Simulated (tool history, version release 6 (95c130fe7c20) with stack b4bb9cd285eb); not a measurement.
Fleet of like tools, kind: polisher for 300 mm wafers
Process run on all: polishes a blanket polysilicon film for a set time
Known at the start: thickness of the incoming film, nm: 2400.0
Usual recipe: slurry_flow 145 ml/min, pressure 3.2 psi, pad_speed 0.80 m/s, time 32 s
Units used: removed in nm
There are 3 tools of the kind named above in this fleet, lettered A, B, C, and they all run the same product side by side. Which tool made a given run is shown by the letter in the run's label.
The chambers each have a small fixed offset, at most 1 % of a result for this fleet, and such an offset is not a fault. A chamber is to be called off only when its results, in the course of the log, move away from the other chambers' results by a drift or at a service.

run    day  slurry_flow  pressure  pad_speed  time  removed
     0.146  -- chamber B: worn pad replaced by a new one
 1A  0.200          145       3.2       0.80    32   215.53
 2C  0.329          145       3.2       0.80    32   212.82
 3B  0.433          145       3.2       0.80    32   221.08
 4B  0.579          145       3.2       0.80    32   220.23
     0.588  -- chamber A: worn pad replaced by a new one
 5A  0.729          145       3.2       0.80    32   216.24
 6C  0.929          145       3.2       0.80    32   217.11
 7C  1.058          145       3.2       0.80    32   215.91
     1.117  -- chamber C: worn pad replaced by a new one
 8B  1.188          145       3.2       0.80    32   221.13
 9A  1.362          145       3.2       0.80    32   216.96
10C  1.521          145       3.2       0.80    32   215.77
11B  1.746          145       3.2       0.80    32   219.82
12A  1.871          145       3.2       0.80    32   219.14
13A  2.083          145       3.2       0.80    32   219.85
     2.262  -- chamber A: slurry nozzle cleaned
14C  2.262          165       3.9       0.80    32   266.88
     2.338  -- chamber B: worn pad replaced by a new one
15B  2.396          165       3.9       0.80    32   276.31
16C  2.625          165       3.9       0.80    32   271.86
     2.662  -- chamber A: head pressure recalibrated
17A  2.792          145       3.2       0.80    32   236.53
18B  2.900          145       3.2       0.80    32   221.31
19B  3.054          145       3.2       0.80    32   216.77
20A  3.279          145       3.2       0.80    32   235.00
21C  3.412          145       3.2       0.80    32   215.71
     3.517  -- chamber A: worn pad replaced by a new one
22A  3.521          145       4.1       0.60    32   227.09
23B  3.638          145       4.1       0.60    32   207.27
24C  3.858          145       4.1       0.60    32   207.30
     3.879  -- chamber B: slurry nozzle cleaned
25C  4.008          145       3.2       0.80    32   213.32
26A  4.221          145       3.2       0.80    32   234.81
27B  4.454          145       3.2       0.80    32   215.33
     4.575  -- chamber B: worn pad replaced by a new one
28A  4.625          145       3.2       0.80    32   232.49
29C  4.750          145       3.2       0.94    32   248.86
30B  4.983          145       3.2       0.94    32   260.56
31A  5.204          145       3.2       0.94    32   273.34
     5.375  -- chamber C: worn pad replaced by a new one
32C  5.388          145       3.2       0.80    32   215.97
33B  5.558          145       3.2       0.80    32   218.91
34B  5.750          145       2.3       0.80    22   109.00
35C  5.983          145       2.3       0.80    22   107.60

All chambers now run identical settings, listed one chamber a line with results as question marks. What results will each chamber show?
36A  6.154          145       3.2       0.80    32        ?
36B  6.154          145       3.2       0.80    32        ?
36C  6.154          145       3.2       0.80    32        ?

run  removed
36A   234.91
36B   216.52
36C   213.05
